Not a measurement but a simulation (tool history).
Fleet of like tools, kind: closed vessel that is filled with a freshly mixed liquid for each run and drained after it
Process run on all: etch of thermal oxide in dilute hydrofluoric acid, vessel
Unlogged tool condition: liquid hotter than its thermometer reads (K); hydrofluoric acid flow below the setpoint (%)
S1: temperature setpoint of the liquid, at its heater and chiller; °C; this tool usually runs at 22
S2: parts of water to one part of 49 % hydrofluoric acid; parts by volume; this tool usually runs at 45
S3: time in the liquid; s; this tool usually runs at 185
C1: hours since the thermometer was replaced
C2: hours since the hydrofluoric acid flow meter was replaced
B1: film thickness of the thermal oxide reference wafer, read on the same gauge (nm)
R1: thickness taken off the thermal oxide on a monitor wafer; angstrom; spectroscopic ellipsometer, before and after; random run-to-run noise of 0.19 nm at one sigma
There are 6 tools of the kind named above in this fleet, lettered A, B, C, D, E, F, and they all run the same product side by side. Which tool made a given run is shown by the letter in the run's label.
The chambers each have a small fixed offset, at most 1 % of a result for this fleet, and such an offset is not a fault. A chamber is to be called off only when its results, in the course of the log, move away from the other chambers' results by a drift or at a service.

| run | hour | S1 | S2 | S3 | C1 | C2 | B1 | R1 |
|---|---|---|---|---|---|---|---|---|
| 1D | 6.4 | 22 | 45 | 185 | 2084.5 | 256.2 | 109.97 | 184.81 |
| 2E | 13.2 | 22 | 45 | 185 | 153.9 | 513.5 | 110.02 | 188.45 |
|  | 21.6 | chamber D: thermometer replaced |
| 3B | 22.7 | 22 | 45 | 185 | 51 | 1015.8 | 110.01 | 188.49 |
| 4C | 27.4 | 22 | 45 | 185 | 90.9 | 588 | 110.02 | 188.8 |
| 5A | 33.9 | 22 | 45 | 185 | 739.2 | 741.6 | 109.99 | 188.29 |
| 6F | 43.2 | 22 | 45 | 185 | 409.8 | 1368 | 110.01 | 188.23 |
| 7F | 48.2 | 22 | 45 | 185 | 414.8 | 1373 | 110 | 189.95 |
| 8D | 54.7 | 22 | 65 | 185 | 33.2 | 304.5 | 110.02 | 128.43 |
| 9E | 59.4 | 22 | 65 | 185 | 200.1 | 559.7 | 109.97 | 127.61 |
| 10C | 63.9 | 22 | 65 | 185 | 127.4 | 624.5 | 110 | 128.94 |
| 11B | 74 | 22 | 65 | 185 | 102.3 | 1067.1 | 109.96 | 126.22 |
| 12A | 79.9 | 22 | 65 | 185 | 785.2 | 787.6 | 110.05 | 128.77 |
| 13A | 86.4 | 22 | 65 | 185 | 791.7 | 794.1 | 110.02 | 129.71 |
| 14F | 92.8 | 24.5 | 45 | 185 | 459.4 | 1417.6 | 110.01 | 211.85 |
| 15E | 102.7 | 24.5 | 45 | 185 | 243.4 | 603 | 110.01 | 211.81 |
| 16B | 112.5 | 24.5 | 45 | 185 | 140.8 | 1105.6 | 110.05 | 212.36 |
|  | 116.8 | chamber E: hydrofluoric acid flow meter replaced |
| 17D | 118.2 | 24.5 | 45 | 185 | 96.7 | 368 | 109.98 | 211.8 |
| 18C | 126.1 | 24.5 | 45 | 185 | 189.6 | 686.7 | 109.98 | 210.59 |
| 19B | 133.8 | 24.5 | 45 | 185 | 162.1 | 1126.9 | 110.03 | 206.53 |
| 20E | 138.5 | 22 | 45 | 185 | 279.2 | 21.7 | 109.97 | 191.99 |
| 21C | 146.3 | 22 | 45 | 185 | 209.8 | 706.9 | 110.02 | 190.27 |
| 22F | 155.4 | 22 | 45 | 185 | 522 | 1480.2 | 110.04 | 185.51 |
| 23D | 165 | 22 | 45 | 185 | 143.5 | 414.8 | 109.96 | 190.26 |
| 24A | 173.9 | 22 | 45 | 185 | 879.2 | 881.6 | 109.98 | 185.36 |
| 25D | 182.5 | 22 | 45 | 185 | 161 | 432.3 | 109.97 | 192.47 |
| 26C | 188.6 | 22 | 45 | 185 | 252.1 | 749.2 | 110.06 | 190.02 |
| 27E | 193.7 | 22 | 45 | 185 | 334.4 | 76.9 | 110.01 | 189.62 |
| 28F | 199.9 | 22 | 45 | 185 | 566.5 | 1524.7 | 110.05 | 189.12 |
| 29A | 204.5 | 22 | 45 | 185 | 909.8 | 912.2 | 109.96 | 182.28 |
| 30B | 211.2 | 22 | 45 | 185 | 239.5 | 1204.3 | 110 | 188.96 |
| 31B | 217.7 | 22 | 45 | 185 | 246 | 1210.8 | 109.99 | 190.78 |
| 32F | 223.2 | 22 | 45 | 185 | 589.8 | 1548 | 109.98 | 185.11 |
| 33C | 229.6 | 22 | 45 | 185 | 293.1 | 790.2 | 109.98 | 188.73 |
| 34A | 236.8 | 22 | 45 | 185 | 942.1 | 944.5 | 110.05 | 181.27 |
| 35D | 245.2 | 22 | 45 | 185 | 223.7 | 495 | 110.02 | 190.48 |
| 36E | 250.6 | 22 | 45 | 185 | 391.3 | 133.8 | 110.04 | 189.61 |
| 37C | 258.5 | 22 | 45 | 185 | 322 | 819.1 | 110.01 | 188.47 |
| 38F | 263.6 | 22 | 45 | 185 | 630.2 | 1588.4 | 109.98 | 191.39 |
| 39D | 268.6 | 22 | 45 | 185 | 247.1 | 518.4 | 109.98 | 189.82 |
| 40B | 274.8 | 22 | 45 | 185 | 303.1 | 1267.9 | 110.03 | 192.06 |
| 41A | 284.7 | 22 | 45 | 185 | 990 | 992.4 | 110.02 | 171.92 |

What goes on in this fleet: one chamber off, a drifting gauge, or nothing beyond the chambers' own small offsets? Name the chamber and the cause, if any.

One chamber, A, drifts off from the rest bit by bit.
Most likely cause: hydrofluoric acid flow below the setpoint (%) = 7.9.
From this log alone, it may not be told apart from: liquid colder than its thermometer reads (K).

Chamber A could run next with any of the 4 candidate recipes listed below; each alters the usual settings, and their results appear as question marks. Which one brings its results back in line with what the other chambers deliver on the usual settings?
Maximum distance from the other chambers' mean on the usual settings for a result to count as in line: R1 6.5 angstrom
| 42A-1 | 291.9 | 22 | 45 | 180 |  |  |  | ? |
| 42A-2 | 291.9 | 22 | 45 | 200 |  |  |  | ? |
| 42A-3 | 291.9 | 22 | 45 | 170 |  |  |  | ? |
| 42A-4 | 291.9 | 22 | 45 | 190 |  |  |  | ? |

Mean of the other chambers on the usual settings: R1 189.28 angstrom
| run | R1 |
|---|---|
| 42A-1 | 169.52 |
| 42A-2 | 188.35 |
| 42A-3 | 160.1 |
| 42A-4 | 178.93 |
With 42A-2, the chamber falls back in line with the rest.
